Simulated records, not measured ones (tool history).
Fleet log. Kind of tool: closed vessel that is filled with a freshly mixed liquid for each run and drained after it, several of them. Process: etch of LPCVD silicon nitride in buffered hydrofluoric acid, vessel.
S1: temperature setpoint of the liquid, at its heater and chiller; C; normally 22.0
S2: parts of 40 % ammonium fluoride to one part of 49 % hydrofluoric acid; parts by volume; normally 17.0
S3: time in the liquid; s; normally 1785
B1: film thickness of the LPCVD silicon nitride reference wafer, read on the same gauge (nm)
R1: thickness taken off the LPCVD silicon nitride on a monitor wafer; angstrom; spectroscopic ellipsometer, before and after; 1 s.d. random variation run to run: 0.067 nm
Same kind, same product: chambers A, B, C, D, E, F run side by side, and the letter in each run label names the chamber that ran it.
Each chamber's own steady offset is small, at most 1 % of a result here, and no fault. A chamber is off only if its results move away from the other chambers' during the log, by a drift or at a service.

run 1C day=0.567 | S1=22.0 S2=17.0 S3=1785 | B1=40.007 | R1=136.26
run 2B day=1.129 | S1=22.0 S2=17.0 S3=1785 | B1=39.983 | R1=137.23
run 3E day=1.608 | S1=22.0 S2=17.0 S3=1785 | B1=40.017 | R1=137.10
run 4A day=2.017 | S1=22.0 S2=17.0 S3=1785 | B1=39.993 | R1=137.06
run 5D day=2.396 | S1=22.0 S2=17.0 S3=1785 | B1=40.011 | R1=136.02
run 6F day=2.971 | S1=22.0 S2=14.5 S3=2705 | B1=40.002 | R1=241.62
run 7D day=3.238 | S1=22.0 S2=14.5 S3=2705 | B1=39.991 | R1=240.93
run 8A day=3.683 | S1=22.0 S2=14.5 S3=2705 | B1=40.020 | R1=245.26
run 9F day=4.188 | S1=22.0 S2=14.5 S3=2705 | B1=40.026 | R1=239.95
run 10B day=4.533 | S1=22.0 S2=14.5 S3=2705 | B1=39.969 | R1=245.11
run 11E day=4.888 | S1=22.0 S2=14.5 S3=2705 | B1=40.007 | R1=243.60
run 12C day=5.396 | S1=22.0 S2=17.0 S3=1785 | B1=40.012 | R1=135.64
run 13B day=5.708 | S1=22.0 S2=17.0 S3=1785 | B1=39.993 | R1=136.34
run 14E day=6.121 | S1=22.0 S2=17.0 S3=1785 | B1=40.011 | R1=137.17
run 15F day=6.433 | S1=22.0 S2=17.0 S3=1785 | B1=39.994 | R1=136.52
run 16D day=6.829 | S1=22.0 S2=17.0 S3=1785 | B1=39.981 | R1=136.52
run 17A day=7.192 | S1=22.0 S2=17.0 S3=1785 | B1=40.004 | R1=137.49
run 18C day=7.621 | S1=22.0 S2=17.0 S3=1785 | B1=39.999 | R1=135.36
run 19C day=8.158 | S1=19.5 S2=17.0 S3=1785 | B1=40.020 | R1=117.17
run 20D day=8.629 | S1=19.5 S2=17.0 S3=1785 | B1=40.001 | R1=118.45
run 21F day=8.921 | S1=19.5 S2=17.0 S3=1785 | B1=40.004 | R1=118.32
run 22A day=9.183 | S1=19.5 S2=17.0 S3=1785 | B1=40.011 | R1=120.07
run 23E day=9.442 | S1=19.5 S2=17.0 S3=1785 | B1=40.021 | R1=119.13
-- day=9.450 chamber A: hydrofluoric acid flow meter replaced
run 24B day=9.712 | S1=19.5 S2=17.0 S3=1785 | B1=40.026 | R1=119.48
-- day=10.067 chamber B: hydrofluoric acid flow meter replaced
run 25A day=10.292 | S1=22.0 S2=17.0 S3=1785 | B1=39.985 | R1=138.47
run 26D day=10.825 | S1=22.0 S2=17.0 S3=1785 | B1=39.999 | R1=136.75
run 27F day=11.179 | S1=22.0 S2=17.0 S3=1785 | B1=40.013 | R1=135.49
run 28B day=11.675 | S1=22.0 S2=17.0 S3=1785 | B1=40.018 | R1=137.41
run 29E day=12.146 | S1=22.0 S2=17.0 S3=1785 | B1=40.004 | R1=137.19
run 30C day=12.588 | S1=22.0 S2=17.0 S3=1785 | B1=40.004 | R1=135.53
run 31D day=13.129 | S1=22.0 S2=17.0 S3=1785 | B1=39.996 | R1=136.36
run 32E day=13.392 | S1=22.0 S2=17.0 S3=1785 | B1=39.993 | R1=136.54
run 33A day=13.762 | S1=22.0 S2=17.0 S3=1785 | B1=39.975 | R1=137.32
run 34B day=14.192 | S1=22.0 S2=17.0 S3=1785 | B1=39.987 | R1=136.83
run 35C day=14.679 | S1=22.0 S2=17.0 S3=1785 | B1=39.988 | R1=136.16
run 36F day=15.133 | S1=22.0 S2=17.0 S3=1785 | B1=40.017 | R1=136.90

Each of the 6 chambers runs these same settings next. Fill in every chamber's results:
run 37A day=15.550 | S1=22.0 S2=17.0 S3=1785 | R1=?
run 37B day=15.550 | S1=22.0 S2=17.0 S3=1785 | R1=?
run 37C day=15.550 | S1=22.0 S2=17.0 S3=1785 | R1=?
run 37D day=15.550 | S1=22.0 S2=17.0 S3=1785 | R1=?
run 37E day=15.550 | S1=22.0 S2=17.0 S3=1785 | R1=?
run 37F day=15.550 | S1=22.0 S2=17.0 S3=1785 | R1=?

run=37A R1=137.19
run=37B R1=136.97
run=37C R1=136.47
run=37D R1=136.33
run=37E R1=136.06
run=37F R1=135.09
